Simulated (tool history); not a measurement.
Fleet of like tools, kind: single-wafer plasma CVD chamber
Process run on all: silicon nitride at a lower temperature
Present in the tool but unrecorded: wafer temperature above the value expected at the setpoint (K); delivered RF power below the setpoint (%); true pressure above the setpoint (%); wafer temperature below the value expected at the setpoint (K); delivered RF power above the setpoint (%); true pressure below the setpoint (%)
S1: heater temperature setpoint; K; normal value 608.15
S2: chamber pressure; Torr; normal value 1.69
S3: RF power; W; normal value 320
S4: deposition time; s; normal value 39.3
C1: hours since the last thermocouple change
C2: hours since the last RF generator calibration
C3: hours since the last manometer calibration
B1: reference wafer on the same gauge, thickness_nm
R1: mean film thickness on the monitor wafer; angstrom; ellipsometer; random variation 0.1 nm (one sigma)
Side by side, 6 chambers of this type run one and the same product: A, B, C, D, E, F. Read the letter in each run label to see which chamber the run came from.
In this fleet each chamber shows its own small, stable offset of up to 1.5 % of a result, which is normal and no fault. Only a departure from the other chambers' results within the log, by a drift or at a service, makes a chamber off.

run,day,S1,S2,S3,S4,C1,C2,C3,B1,R1
1C,0.354,608.15,1.69,320,39.3,162.0,443.6,844.9,55.714,495.51
2B,0.604,608.15,1.69,320,39.3,1429.7,808.7,1046.1,55.715,490.66
3E,0.954,608.15,1.69,320,39.3,963.9,430.4,720.6,55.704,488.96
4F,1.275,608.15,1.69,320,39.3,1204.8,1145.6,844.8,55.719,498.04
5D,1.504,608.15,1.69,320,39.3,2178.8,820.7,970.1,55.716,493.10
6A,1.796,608.15,1.69,320,39.3,816.9,111.4,1126.1,55.672,489.18
7F,2.008,608.15,1.69,320,39.3,1222.4,1163.2,862.4,55.662,497.06
8B,2.371,608.15,1.69,320,39.3,1472.1,851.1,1088.5,55.697,489.16
9C,2.817,608.15,1.69,320,39.3,221.1,502.7,904.0,55.734,497.82
10A,3.158,608.15,1.52,350,39.3,849.6,144.1,1158.8,55.732,504.32
11E,3.538,608.15,1.52,350,39.3,1025.9,492.4,782.6,55.681,503.90
12D,3.738,608.15,1.52,350,39.3,2232.4,874.3,1023.7,55.703,507.17
13A,4.067,608.15,1.52,350,39.3,871.4,165.9,1180.6,55.693,504.24
14C,4.283,608.15,1.52,350,39.3,256.3,537.9,939.2,55.722,512.61
# day 4.567: chamber A: thermocouple changed; heater temperature recalibrated
15E,4.575,608.15,1.52,350,39.3,1050.8,517.3,807.5,55.695,503.93
16D,5.012,608.15,1.69,320,39.3,2263.0,904.9,1054.3,55.689,491.45
17F,5.271,608.15,1.69,320,39.3,1300.7,1241.5,940.7,55.702,497.92
# day 5.304: chamber B: capacitance manometer re-zeroed and calibrated
18B,5.504,608.15,1.69,320,39.3,1547.3,926.3,4.8,55.687,482.58
19B,5.738,608.15,1.69,320,39.3,1552.9,931.9,10.4,55.712,481.66
20C,6.142,622.15,1.69,320,44.1,300.9,582.5,983.8,55.705,553.64
21D,6.383,622.15,1.69,320,44.1,2295.9,937.8,1087.2,55.699,546.98
22F,6.612,622.15,1.69,320,44.1,1332.9,1273.7,972.9,55.687,555.88
23E,7.033,622.15,1.69,320,44.1,1109.8,576.3,866.5,55.708,546.41
24A,7.379,622.15,1.69,320,44.1,67.6,245.4,1260.1,55.711,546.86
25C,7.688,622.15,1.69,320,44.1,338.0,619.6,1020.9,55.694,554.83
26A,7.950,608.15,1.69,320,39.3,81.3,259.1,1273.8,55.711,488.27
27E,8.204,608.15,1.69,320,39.3,1137.9,604.4,894.6,55.703,489.10
28F,8.471,608.15,1.69,320,39.3,1377.5,1318.3,1017.5,55.704,498.37
29D,8.700,608.15,1.69,320,39.3,2351.5,993.4,1142.8,55.676,493.55
30B,9.046,608.15,1.69,320,39.3,1632.3,1011.3,89.8,55.717,482.06
31B,9.467,608.15,1.69,320,39.3,1642.4,1021.4,99.9,55.714,481.74
32F,9.871,608.15,1.69,320,39.3,1411.1,1351.9,1051.1,55.677,497.56
33E,10.162,608.15,1.69,320,39.3,1184.9,651.4,941.6,55.705,490.33
34A,10.446,608.15,1.69,320,39.3,141.2,319.0,1333.7,55.711,490.31
35D,10.788,608.15,1.69,320,39.3,2401.6,1043.5,1192.9,55.703,492.51
36C,11.100,608.15,1.69,320,39.3,419.9,701.5,1102.8,55.728,498.60
37F,11.458,608.15,1.69,320,39.3,1449.2,1390.0,1089.2,55.694,497.43
38D,11.725,608.15,1.69,320,39.3,2424.1,1066.0,1215.4,55.703,490.12

For the next run the whole fleet of 6 chambers uses the same settings. Give each chamber's results:
39A,12.062,608.15,1.69,320,47.0,,,,,?
39B,12.062,608.15,1.69,320,47.0,,,,,?
39C,12.062,608.15,1.69,320,47.0,,,,,?
39D,12.062,608.15,1.69,320,47.0,,,,,?
39E,12.062,608.15,1.69,320,47.0,,,,,?
39F,12.062,608.15,1.69,320,47.0,,,,,?

run,R1
39A,586.06
39B,576.67
39C,596.28
39D,588.59
39E,584.09
39F,592.93
